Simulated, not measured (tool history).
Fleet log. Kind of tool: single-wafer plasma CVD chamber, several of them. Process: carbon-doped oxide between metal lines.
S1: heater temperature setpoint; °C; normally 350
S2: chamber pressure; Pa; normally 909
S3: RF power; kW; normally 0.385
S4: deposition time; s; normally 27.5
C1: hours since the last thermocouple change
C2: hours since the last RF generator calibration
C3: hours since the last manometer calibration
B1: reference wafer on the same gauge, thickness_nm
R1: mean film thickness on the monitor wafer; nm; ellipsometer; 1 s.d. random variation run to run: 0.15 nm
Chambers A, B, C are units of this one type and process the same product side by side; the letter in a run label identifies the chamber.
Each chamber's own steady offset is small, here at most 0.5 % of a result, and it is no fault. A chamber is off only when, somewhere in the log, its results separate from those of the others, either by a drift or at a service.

Run 1C, hour 5.6: usual settings; C1 200.6; C2 53.7; C3 1449.8; B1 131.96. Result: R1 121.4 nm.
Run 2B, hour 11: usual settings; C1 637.4; C2 684.6; C3 121.8; B1 131.98. Result: R1 120.93 nm.
Run 3A, hour 18.6: usual settings; C1 370.7; C2 677; C3 1545.2; B1 131.91. Result: R1 120.47 nm.
Run 4B, hour 28: usual settings; C1 654.4; C2 701.6; C3 138.8; B1 131.91. Result: R1 120.75 nm.
Run 5A, hour 34.9: usual settings; C1 387; C2 693.3; C3 1561.5; B1 131.87. Result: R1 120.32 nm.
Run 6C, hour 40.7: usual settings but S1 335 °C, S4 23.4 s; C1 235.7; C2 88.8; C3 1484.9; B1 131.85. Result: R1 108.54 nm.
Run 7C, hour 50.6: usual settings but S1 335 °C, S4 23.4 s; C1 245.6; C2 98.7; C3 1494.8; B1 131.83. Result: R1 108.49 nm.
Run 8A, hour 59.9: usual settings but S1 335 °C, S4 23.4 s; C1 412; C2 718.3; C3 1586.5; B1 131.8. Result: R1 107.71 nm.
Run 9B, hour 67.4: usual settings but S3 0.35 kW; C1 693.8; C2 741; C3 178.2; B1 131.68. Result: R1 112.11 nm.
Run 10C, hour 72.1: usual settings but S3 0.35 kW; C1 267.1; C2 120.2; C3 1516.3; B1 131.67. Result: R1 112.54 nm.
Run 11B, hour 77.3: usual settings but S3 0.35 kW; C1 703.7; C2 750.9; C3 188.1; B1 131.7. Result: R1 112.01 nm.
Run 12A, hour 82.6: usual settings; C1 434.7; C2 741; C3 1609.2; B1 131.69. Result: R1 120.13 nm.
Run 13C, hour 90.3: usual settings; C1 285.3; C2 138.4; C3 1534.5; B1 131.62. Result: R1 121.14 nm.
Run 14B, hour 96.5: usual settings; C1 722.9; C2 770.1; C3 207.3; B1 131.61. Result: R1 120.52 nm.
Run 15A, hour 105: usual settings; C1 457.1; C2 763.4; C3 1631.6; B1 131.57. Result: R1 119.98 nm.
Run 16B, hour 109.4: usual settings but S4 31 s; C1 735.8; C2 783; C3 220.2; B1 131.53. Result: R1 135.71 nm.
Run 17C, hour 119.3: usual settings but S4 31 s; C1 314.3; C2 167.4; C3 1563.5; B1 131.48. Result: R1 136.07 nm.
Run 18A, hour 128.8: usual settings but S4 31 s; C1 480.9; C2 787.2; C3 1655.4; B1 131.5. Result: R1 135.02 nm.
At hour 131.8: chamber A: RF generator calibrated.
Run 19B, hour 135: usual settings; C1 761.4; C2 808.6; C3 245.8; B1 131.49. Result: R1 120.27 nm.
Run 20C, hour 140.2: usual settings; C1 335.2; C2 188.3; C3 1584.4; B1 131.42. Result: R1 120.82 nm.
Run 21A, hour 146.1: usual settings but S1 345 °C, S3 0.31 kW; C1 498.2; C2 14.4; C3 1672.7; B1 131.42. Result: R1 103.28 nm.
Run 22A, hour 152.7: usual settings but S1 345 °C, S3 0.31 kW; C1 504.8; C2 21; C3 1679.3; B1 131.41. Result: R1 103.09 nm.
Run 23C, hour 160.3: usual settings but S1 345 °C, S3 0.31 kW; C1 355.3; C2 208.4; C3 1604.5; B1 131.33. Result: R1 103.7 nm.
Run 24B, hour 166.2: usual settings; C1 792.6; C2 839.8; C3 277; B1 131.36. Result: R1 120.05 nm.

For the next run the whole fleet of 3 chambers uses the same settings. Give each chamber's results:
Run 25A, hour 173.4: usual settings but S1 357 °C. Result: R1 ?.
Run 25B, hour 173.4: usual settings but S1 357 °C. Result: R1 ?.
Run 25C, hour 173.4: usual settings but S1 357 °C. Result: R1 ?.

run      R1
25A  117.49
25B  118.17
25C  118.37
